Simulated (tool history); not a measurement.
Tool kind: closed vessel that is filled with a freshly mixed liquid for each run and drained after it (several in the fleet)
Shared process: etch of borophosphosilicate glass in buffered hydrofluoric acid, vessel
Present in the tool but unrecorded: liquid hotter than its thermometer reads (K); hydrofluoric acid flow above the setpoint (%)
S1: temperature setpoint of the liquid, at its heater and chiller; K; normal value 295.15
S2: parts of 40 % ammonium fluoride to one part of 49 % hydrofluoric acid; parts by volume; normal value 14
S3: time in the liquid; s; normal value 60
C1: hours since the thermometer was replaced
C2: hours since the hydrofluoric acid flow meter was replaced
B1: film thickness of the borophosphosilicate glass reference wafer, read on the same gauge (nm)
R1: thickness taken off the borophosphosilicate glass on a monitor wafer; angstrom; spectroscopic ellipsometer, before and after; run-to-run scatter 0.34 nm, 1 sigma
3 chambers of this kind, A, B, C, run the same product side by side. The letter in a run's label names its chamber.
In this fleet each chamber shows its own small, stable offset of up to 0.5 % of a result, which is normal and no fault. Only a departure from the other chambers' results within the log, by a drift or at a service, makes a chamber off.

| run | hour | S1 | S2 | S3 | C1 | C2 | B1 | R1 |
|---|---|---|---|---|---|---|---|---|
| 1A | 15.5 | 295.15 | 14 | 60 | 707.5 | 1797.3 | 109.93 | 660.95 |
| 2B | 22.8 | 295.15 | 14 | 60 | 913 | 1554.6 | 109.99 | 664.75 |
| 3C | 38.3 | 295.15 | 14 | 60 | 2517.6 | 246.9 | 110.02 | 664.36 |
| 4A | 48.3 | 295.15 | 14 | 60 | 740.3 | 1830.1 | 109.97 | 662.05 |
| 5C | 58.7 | 295.15 | 14 | 60 | 2538 | 267.3 | 110.02 | 667.21 |
| 6B | 72.8 | 295.15 | 14 | 60 | 963 | 1604.6 | 109.97 | 668.39 |
| 7B | 81 | 295.15 | 14 | 60 | 971.2 | 1612.8 | 110.01 | 664.19 |
|  | 82.9 | chamber C: thermometer replaced |
| 8C | 88.6 | 295.15 | 14 | 60 | 5.8 | 297.2 | 109.98 | 667.67 |
| 9A | 99.3 | 295.15 | 14 | 60 | 791.3 | 1881.1 | 110.02 | 660.47 |
| 10C | 114.1 | 295.15 | 14 | 60 | 31.3 | 322.7 | 110.06 | 662.58 |
| 11B | 124.2 | 295.15 | 14 | 60 | 1014.4 | 1656 | 110.01 | 671.25 |
|  | 132.7 | chamber A: hydrofluoric acid flow meter replaced |
| 12A | 138.1 | 295.15 | 14 | 60 | 830.1 | 5.5 | 110.04 | 667.74 |
| 13C | 148.7 | 295.15 | 14 | 60 | 65.9 | 357.3 | 110 | 668.81 |
| 14B | 157.3 | 295.15 | 11.5 | 85 | 1047.5 | 1689.1 | 109.95 | 1162.9 |
| 15A | 164.3 | 295.15 | 11.5 | 85 | 856.3 | 31.7 | 109.97 | 1145.4 |
| 16B | 177.4 | 295.15 | 11.5 | 85 | 1067.6 | 1709.2 | 110.04 | 1170.7 |
| 17A | 191.4 | 295.15 | 14 | 60 | 883.4 | 58.8 | 109.98 | 666.69 |
| 18C | 206.5 | 295.15 | 14 | 60 | 123.7 | 415.1 | 109.95 | 664.98 |
| 19C | 213.5 | 295.15 | 14 | 60 | 130.7 | 422.1 | 109.99 | 668.09 |
| 20A | 229.5 | 295.15 | 14 | 60 | 921.5 | 96.9 | 110.04 | 665.46 |
| 21B | 244.3 | 295.15 | 14 | 60 | 1134.5 | 1776.1 | 110.02 | 684.27 |
| 22B | 259 | 295.15 | 17.5 | 60 | 1149.2 | 1790.8 | 109.96 | 553.09 |
| 23A | 267.4 | 295.15 | 17.5 | 60 | 959.4 | 134.8 | 110 | 531.83 |
| 24C | 280.4 | 295.15 | 17.5 | 60 | 197.6 | 489 | 109.98 | 536.13 |
| 25B | 294.1 | 295.15 | 14 | 60 | 1184.3 | 1825.9 | 109.97 | 698.14 |
| 26A | 302.2 | 295.15 | 14 | 60 | 994.2 | 169.6 | 109.97 | 663.48 |
| 27C | 312.5 | 295.15 | 17.5 | 50 | 229.7 | 521.1 | 110.01 | 440.83 |
| 28C | 320.8 | 295.15 | 17.5 | 50 | 238 | 529.4 | 109.99 | 444.63 |
| 29A | 336.5 | 295.15 | 17.5 | 50 | 1028.5 | 203.9 | 109.98 | 443.42 |
| 30B | 348 | 295.15 | 14 | 60 | 1238.2 | 1879.8 | 110.03 | 702.67 |
| 31C | 357.9 | 295.15 | 14 | 60 | 275.1 | 566.5 | 110.01 | 665.31 |
|  | 362.4 | chamber A: thermometer replaced |
| 32B | 371.2 | 295.15 | 14 | 60 | 1261.4 | 1903 | 109.98 | 710.21 |
| 33A | 385.2 | 295.15 | 14 | 60 | 22.8 | 252.6 | 110.05 | 661.49 |

The same settings go to every chamber for the next run, one line per chamber below. Forecast the results for each:
| 34A | 396.7 | 295.15 | 14 | 60 |  |  |  | ? |
| 34B | 396.7 | 295.15 | 14 | 60 |  |  |  | ? |
| 34C | 396.7 | 295.15 | 14 | 60 |  |  |  | ? |

| run | R1 |
|---|---|
| 34A | 658.72 |
| 34B | 706.01 |
| 34C | 667.02 |
